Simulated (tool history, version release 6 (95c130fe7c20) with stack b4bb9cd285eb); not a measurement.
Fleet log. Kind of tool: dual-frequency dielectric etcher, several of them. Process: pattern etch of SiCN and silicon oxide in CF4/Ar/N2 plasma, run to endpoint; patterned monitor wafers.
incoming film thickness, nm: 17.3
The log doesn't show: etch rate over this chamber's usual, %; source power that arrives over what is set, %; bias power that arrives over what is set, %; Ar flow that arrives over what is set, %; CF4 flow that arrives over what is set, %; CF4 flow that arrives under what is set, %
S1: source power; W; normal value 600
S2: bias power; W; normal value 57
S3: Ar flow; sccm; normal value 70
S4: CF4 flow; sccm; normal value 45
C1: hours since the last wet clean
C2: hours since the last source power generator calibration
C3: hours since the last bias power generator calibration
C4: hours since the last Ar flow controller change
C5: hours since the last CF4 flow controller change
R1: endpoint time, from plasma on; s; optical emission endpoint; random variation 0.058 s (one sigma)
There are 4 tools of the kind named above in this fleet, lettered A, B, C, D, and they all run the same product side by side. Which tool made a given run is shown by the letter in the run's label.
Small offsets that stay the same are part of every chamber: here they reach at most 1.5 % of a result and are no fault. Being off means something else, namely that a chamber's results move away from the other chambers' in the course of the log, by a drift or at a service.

| run | hour | S1 | S2 | S3 | S4 | C1 | C2 | C3 | C4 | C5 | R1 |
|---|---|---|---|---|---|---|---|---|---|---|---|
| 1A | 2.9 | 600 | 57 | 70 | 45 | 418.8 | 176.5 | 2118.1 | 2266.9 | 1173.3 | 16.868 |
| 2D | 5.8 | 600 | 57 | 70 | 45 | 353 | 2231.6 | 1807.2 | 2591.3 | 719.4 | 16.817 |
| 3B | 8.8 | 600 | 57 | 70 | 45 | 244.6 | 3611.2 | 2780.9 | 569.3 | 1639.3 | 16.78 |
| 4C | 12.5 | 600 | 57 | 70 | 45 | 287 | 525.1 | 2427.6 | 3172.1 | 807.6 | 17.131 |
| 5D | 17 | 600 | 49 | 75 | 45 | 364.2 | 2242.8 | 1818.4 | 2602.5 | 730.6 | 17.938 |
| 6B | 22.3 | 600 | 49 | 75 | 45 | 258.1 | 3624.7 | 2794.4 | 582.8 | 1652.8 | 17.886 |
| 7A | 25.8 | 600 | 49 | 75 | 45 | 441.7 | 199.4 | 2141 | 2289.8 | 1196.2 | 17.87 |
| 8C | 31 | 600 | 49 | 75 | 45 | 305.5 | 543.6 | 2446.1 | 3190.6 | 826.1 | 18.052 |
| 9D | 36 | 600 | 57 | 70 | 45 | 383.2 | 2261.8 | 1837.4 | 2621.5 | 749.6 | 16.753 |
| 10A | 38.4 | 600 | 57 | 70 | 45 | 454.3 | 212 | 2153.6 | 2302.4 | 1208.8 | 16.927 |
| 11C | 41.6 | 600 | 57 | 70 | 45 | 316.1 | 554.2 | 2456.7 | 3201.2 | 836.7 | 17.063 |
| 12B | 47 | 700 | 57 | 70 | 45 | 282.8 | 3649.4 | 2819.1 | 607.5 | 1677.5 | 14.639 |
| 13B | 51.4 | 700 | 57 | 70 | 45 | 287.2 | 3653.8 | 2823.5 | 611.9 | 1681.9 | 14.592 |
| 14D | 56.4 | 700 | 57 | 70 | 45 | 403.6 | 2282.2 | 1857.8 | 2641.9 | 770 | 14.768 |
| 15C | 61 | 700 | 57 | 70 | 45 | 335.5 | 573.6 | 2476.1 | 3220.6 | 856.1 | 15.011 |
| 16A | 64.2 | 600 | 57 | 70 | 45 | 480.1 | 237.8 | 2179.4 | 2328.2 | 1234.6 | 16.904 |
| 17C | 66.9 | 600 | 57 | 70 | 45 | 341.4 | 579.5 | 2482 | 3226.5 | 862 | 17.124 |
| 18A | 69.9 | 600 | 57 | 70 | 45 | 485.8 | 243.5 | 2185.1 | 2333.9 | 1240.3 | 16.865 |
| 19B | 75.4 | 600 | 57 | 70 | 45 | 311.2 | 3677.8 | 2847.5 | 635.9 | 1705.9 | 16.586 |
|  | 78.1 | chamber C: wet clean of the chamber |
| 20D | 79.5 | 600 | 57 | 87 | 34 | 426.7 | 2305.3 | 1880.9 | 2665 | 793.1 | 18.35 |
|  | 83.3 | chamber D: wet clean of the chamber |
| 21B | 84 | 600 | 57 | 87 | 34 | 319.8 | 3686.4 | 2856.1 | 644.5 | 1714.5 | 18.17 |
| 22A | 89.6 | 600 | 57 | 87 | 34 | 505.5 | 263.2 | 2204.8 | 2353.6 | 1260 | 18.469 |
| 23C | 93.2 | 600 | 57 | 87 | 34 | 15.1 | 605.8 | 2508.3 | 3252.8 | 888.3 | 18.683 |
|  | 96.8 | chamber A: wet clean of the chamber |
| 24D | 98.1 | 600 | 57 | 70 | 45 | 14.8 | 2323.9 | 1899.5 | 2683.6 | 811.7 | 16.896 |
| 25B | 103.6 | 600 | 57 | 70 | 45 | 339.4 | 3706 | 2875.7 | 664.1 | 1734.1 | 16.399 |
| 26D | 106.5 | 600 | 57 | 70 | 45 | 23.2 | 2332.3 | 1907.9 | 2692 | 820.1 | 16.843 |
| 27C | 109.3 | 600 | 57 | 70 | 45 | 31.2 | 621.9 | 2524.4 | 3268.9 | 904.4 | 17.083 |
| 28A | 114.9 | 600 | 57 | 70 | 45 | 18.2 | 288.5 | 2230.1 | 2378.9 | 1285.3 | 16.936 |
| 29C | 118.5 | 600 | 57 | 70 | 45 | 40.4 | 631.1 | 2533.6 | 3278.1 | 913.6 | 16.977 |

Each of the 4 chambers runs these same settings next. Fill in every chamber's results:
| 30A | 122.5 | 600 | 64 | 70 | 45 |  |  |  |  |  | ? |
| 30B | 122.5 | 600 | 64 | 70 | 45 |  |  |  |  |  | ? |
| 30C | 122.5 | 600 | 64 | 70 | 45 |  |  |  |  |  | ? |
| 30D | 122.5 | 600 | 64 | 70 | 45 |  |  |  |  |  | ? |

| run | R1 |
|---|---|
| 30A | 16.2 |
| 30B | 15.676 |
| 30C | 16.503 |
| 30D | 16.264 |

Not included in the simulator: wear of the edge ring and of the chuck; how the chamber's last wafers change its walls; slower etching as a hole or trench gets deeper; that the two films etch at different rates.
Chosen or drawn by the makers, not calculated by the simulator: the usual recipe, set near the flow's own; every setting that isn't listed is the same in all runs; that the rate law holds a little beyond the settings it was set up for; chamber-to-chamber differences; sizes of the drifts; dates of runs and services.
